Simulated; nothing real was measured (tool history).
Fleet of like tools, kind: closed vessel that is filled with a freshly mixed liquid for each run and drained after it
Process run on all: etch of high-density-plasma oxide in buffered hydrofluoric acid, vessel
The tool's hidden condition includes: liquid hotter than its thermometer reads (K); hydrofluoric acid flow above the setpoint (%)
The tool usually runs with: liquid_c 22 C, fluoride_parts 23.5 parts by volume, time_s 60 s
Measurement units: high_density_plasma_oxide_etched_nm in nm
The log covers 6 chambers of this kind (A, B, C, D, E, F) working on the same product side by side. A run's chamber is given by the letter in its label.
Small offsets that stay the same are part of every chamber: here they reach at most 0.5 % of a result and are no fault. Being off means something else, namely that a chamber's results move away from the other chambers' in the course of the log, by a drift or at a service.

run   hour  liquid_c  fluoride_parts  time_s  hours since the thermometer was replaced  hours since the hydrofluoric acid flow meter was replaced  read-back film thickness of the high-density-plasma oxide reference wafer, read on the same gauge (nm)  high_density_plasma_oxide_etched_nm
 1B    9.9        22            23.5      60                                    1358.2                                                      745.6                                                                                                  69.968                               36.519
 2E   22.7        22            23.5      60                                     347.2                                                      239.1                                                                                                  69.974                               36.132
        30  -- chamber B: hydrofluoric acid flow meter replaced
 3F     36        22            23.5      60                                    2301.1                                                      916.3                                                                                                   70.03                               36.142
 4A   48.8        22            23.5      60                                     405.4                                                      331.9                                                                                                  69.998                               36.106
 5C   55.5        22            23.5      60                                    1300.3                                                     1620.9                                                                                                  69.993                               36.439
 6D   68.9        22            23.5      60                                     267.3                                                     1089.1                                                                                                  70.001                               36.259
 7D   82.5        22            23.5      60                                     280.9                                                     1102.7                                                                                                  69.967                               36.248
 8B   95.3        22            23.5      60                                    1443.6                                                       65.4                                                                                                  69.996                               36.076
 9A  107.8        22            23.5      60                                     464.4                                                      390.9                                                                                                  69.995                               36.815
10C  114.4        22            23.5      60                                    1359.2                                                     1679.8                                                                                                  69.965                               36.234
11F  126.2        22            23.5      60                                    2391.3                                                     1006.5                                                                                                  69.978                                36.83
12E  137.3        22            23.5      60                                     461.8                                                      353.7                                                                                                  70.023                               35.662
     138.2  -- chamber B: thermometer replaced
13C  148.8        22            23.5      60                                    1393.6                                                     1714.2                                                                                                  69.988                               36.464
14B  154.9        22            23.5      60                                      16.7                                                        125                                                                                                  69.961                               36.399
15F  165.5        22            23.5      60                                    2430.6                                                     1045.8                                                                                                  70.005                               36.159
16A  173.1        22            23.5      60                                     529.7                                                      456.2                                                                                                  69.993                               37.041
17D  185.6        22            23.5      60                                       384                                                     1205.8                                                                                                  69.994                               35.646
18E    198        22            23.5      60                                     522.5                                                      414.4                                                                                                  69.992                               36.112
19F  207.8        22            23.5      60                                    2472.9                                                     1088.1                                                                                                  70.024                               37.161
     213.9  -- chamber D: hydrofluoric acid flow meter replaced
20D  214.9        22            23.5      60                                     413.3                                                          1                                                                                                  70.002                               35.828
21E  224.5        22            23.5      60                                       549                                                      440.9                                                                                                  69.974                               36.683
     230.2  -- chamber F: thermometer replaced
22A  233.6        22            23.5      60                                     590.2                                                      516.7                                                                                                  69.976                               37.944
23B  240.7        22            23.5      60                                     102.5                                                      210.8                                                                                                  70.009                               36.128
24C  252.6        22            23.5      60                                    1497.4                                                       1818                                                                                                  69.991                               36.452
     256.9  -- chamber F: hydrofluoric acid flow meter replaced
25E  265.6        22            23.5      60                                     590.1                                                        482                                                                                                  69.995                                36.26
26C  277.1        22              30      60                                    1521.9                                                     1842.5                                                                                                  69.996                               30.627
27A  283.5        22              30      60                                     640.1                                                      566.6                                                                                                  69.995                               32.354
28F  289.6        22              30      60                                      59.5                                                       32.7                                                                                                  70.012                               30.791
29D  299.3        22              30      60                                     497.7                                                       85.4                                                                                                  69.975                               30.232
30B  307.8        22              30      60                                     169.6                                                      277.9                                                                                                  70.017                               31.066
31A  319.4        22              30      60                                       676                                                      602.5                                                                                                  70.009                               33.343
32D  327.5        22            23.5      60                                     525.9                                                      113.6                                                                                                  70.018                                36.35
33F  339.1        17            26.5      60                                       109                                                       82.2                                                                                                  69.998                                 25.3
34B  349.1        17            26.5      60                                     210.9                                                      319.2                                                                                                  69.989                               25.364
35E  356.5        17            26.5      60                                       681                                                      572.9                                                                                                  69.983                                25.13
36C  367.7        17            26.5      60                                    1612.5                                                     1933.1                                                                                                  70.021                               25.498
37F  374.2        17            26.5      60                                     144.1                                                      117.3                                                                                                  69.966                               25.708
38C  386.5        17            26.5      60                                    1631.3                                                     1951.9                                                                                                  69.986                                 25.7
     397.1  -- chamber D: thermometer replaced
39D  399.4        22            23.5      60                                       2.3                                                      185.5                                                                                                  69.986                               35.496
40B  406.4        22            23.5      60                                     268.2                                                      376.5                                                                                                  70.014                               36.292

What goes on in this fleet: one chamber off, a drifting gauge, or nothing beyond the chambers' own small offsets? Name the chamber and the cause, if any.

It is chamber A that slowly wanders off from its peers.
What lies behind it: liquid hotter than its thermometer reads (K) = 2.09.

Below are 4 candidate recipes for chamber A's next run, each the usual settings with a change, their results shown as question marks. Which of them brings A's results back in line with what the other chambers give on the usual settings?
Allowed miss from the other chambers' usual-settings mean, per result, to count as in line: high_density_plasma_oxide_etched_nm 1.2 nm
41A-1  416.5      22.5            23.5      70                                                                                                                                                                                                                                                 ?
41A-2  416.5        22            23.5      50                                                                                                                                                                                                                                                 ?
41A-3  416.5      22.5              23      65                                                                                                                                                                                                                                                 ?
41A-4  416.5      21.5            23.5      55                                                                                                                                                                                                                                                 ?

The mean the other chambers reach with the usual settings: high_density_plasma_oxide_etched_nm 36.24 nm
  run  high_density_plasma_oxide_etched_nm
41A-1                               48.583
41A-2                               33.784
41A-3                               45.789
41A-4                               36.176
Change 41A-4 lands the chamber within the allowed miss of the other chambers.

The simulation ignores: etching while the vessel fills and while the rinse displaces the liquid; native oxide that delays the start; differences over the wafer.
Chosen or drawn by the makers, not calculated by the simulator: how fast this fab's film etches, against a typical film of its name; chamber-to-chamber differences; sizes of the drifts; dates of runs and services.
